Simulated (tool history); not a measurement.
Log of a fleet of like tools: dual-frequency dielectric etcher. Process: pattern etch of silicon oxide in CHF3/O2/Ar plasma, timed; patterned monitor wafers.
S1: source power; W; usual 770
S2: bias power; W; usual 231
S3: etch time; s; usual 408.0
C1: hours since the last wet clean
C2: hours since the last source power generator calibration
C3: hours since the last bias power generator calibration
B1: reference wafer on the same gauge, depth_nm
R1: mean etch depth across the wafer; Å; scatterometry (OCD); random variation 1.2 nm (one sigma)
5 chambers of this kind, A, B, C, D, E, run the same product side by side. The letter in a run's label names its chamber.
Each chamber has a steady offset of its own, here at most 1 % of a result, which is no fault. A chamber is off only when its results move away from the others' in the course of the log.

run    day   S1   S2     S3     C1      C2      C3      B1       R1
 1C  0.179  770  231  408.0   13.0  1018.9  1265.1  933.83   9736.9
 2D  0.479  770  231  408.0   52.1  2789.3  1093.7  933.57   9660.3
 3A  0.683  770  231  408.0  508.5  3766.6  1082.6  933.88   9713.1
 4B  0.825  770  231  408.0   51.8  2484.3  3398.7  933.77   9724.7
 5E  1.067  770  231  408.0  141.1  1361.1   204.4  933.52   9598.9
 6B  1.350  770  231  408.0   64.4  2496.9  3411.3  933.35   9733.2
 7C  1.550  700  231  464.5   45.9  1051.8  1298.0  933.18  10674.0
 8E  1.833  700  231  464.5  159.5  1379.5   222.8  932.92  10553.0
 9D  2.033  700  231  464.5   89.4  2826.6  1131.0  933.06  10598.0
10A  2.208  700  231  464.5  545.1  3803.2  1119.2  932.87  10657.0
11A  2.404  700  231  464.5  549.8  3807.9  1123.9  932.87  10641.0
12C  2.717  770  231  408.0   73.9  1079.8  1326.0  932.28   9709.1
13D  2.983  770  231  408.0  112.2  2849.4  1153.8  932.49   9649.1
14B  3.258  770  231  408.0  110.2  2542.7  3457.1  931.94   9715.6
15E  3.408  770  231  408.0  197.3  1417.3   260.6  931.89   9593.9
16D  3.667  770  231  521.5  128.6  2865.8  1170.2  931.90  12328.0
17E  3.933  770  231  521.5  209.9  1429.9   273.2  931.57  12265.0
18A  4.079  770  231  521.5  590.0  3848.1  1164.1  931.43  12401.0
19B  4.329  770  231  521.5  135.9  2568.4  3482.8  931.82  12418.0
20C  4.575  770  231  521.5  118.5  1124.4  1370.6  931.36  12401.0
21A  4.862  770  231  408.0  608.8  3866.9  1182.9  931.71   9708.2
22D  5.146  770  231  408.0  164.1  2901.3  1205.7  931.11   9636.4
23C  5.438  770  231  408.0  139.2  1145.1  1391.3  931.18   9703.2
24B  5.704  770  231  408.0  168.9  2601.4  3515.8  931.04   9704.5
25E  5.917  770  231  408.0  257.5  1477.5   320.8  930.34   9591.8
26D  6.083  770  231  359.0  186.6  2923.8  1228.2  930.71   8470.3
27A  6.375  770  231  359.0  645.1  3903.2  1219.2  930.30   8516.8
28E  6.592  770  231  359.0  273.7  1493.7   337.0  930.21   8430.0
29C  6.767  770  231  359.0  171.1  1177.0  1423.2  930.36   8526.4
30B  7.050  770  231  359.0  201.2  2633.7  3548.1  930.45   8515.8
     7.338  -- chamber A: wet clean of the chamber
31B  7.342  770  231  408.0  208.2  2640.7  3555.1  929.57   9683.8
32E  7.612  670  267  408.0  298.2  1518.2   361.5  929.78   9531.3
33D  7.875  670  267  408.0  229.6  2966.8  1271.2  929.75   9650.3
34A  8.100  670  267  408.0   18.3  3944.6  1260.6  929.87   9657.3
35C  8.379  670  267  408.0  209.8  1215.7  1461.9  929.52   9694.2
36E  8.554  670  267  408.0  320.8  1540.8   384.1  929.35   9539.6
37D  8.750  770  231  408.0  250.6  2987.8  1292.2  928.91   9607.0

What goes on in this fleet: one chamber off, a drifting gauge, or nothing beyond the chambers' own small offsets? Name the chamber and the cause, if any.

The gauge drifts, so all chambers seem to drift together. No chamber is off.
Cause: gauge reads low (%) = 0.524.
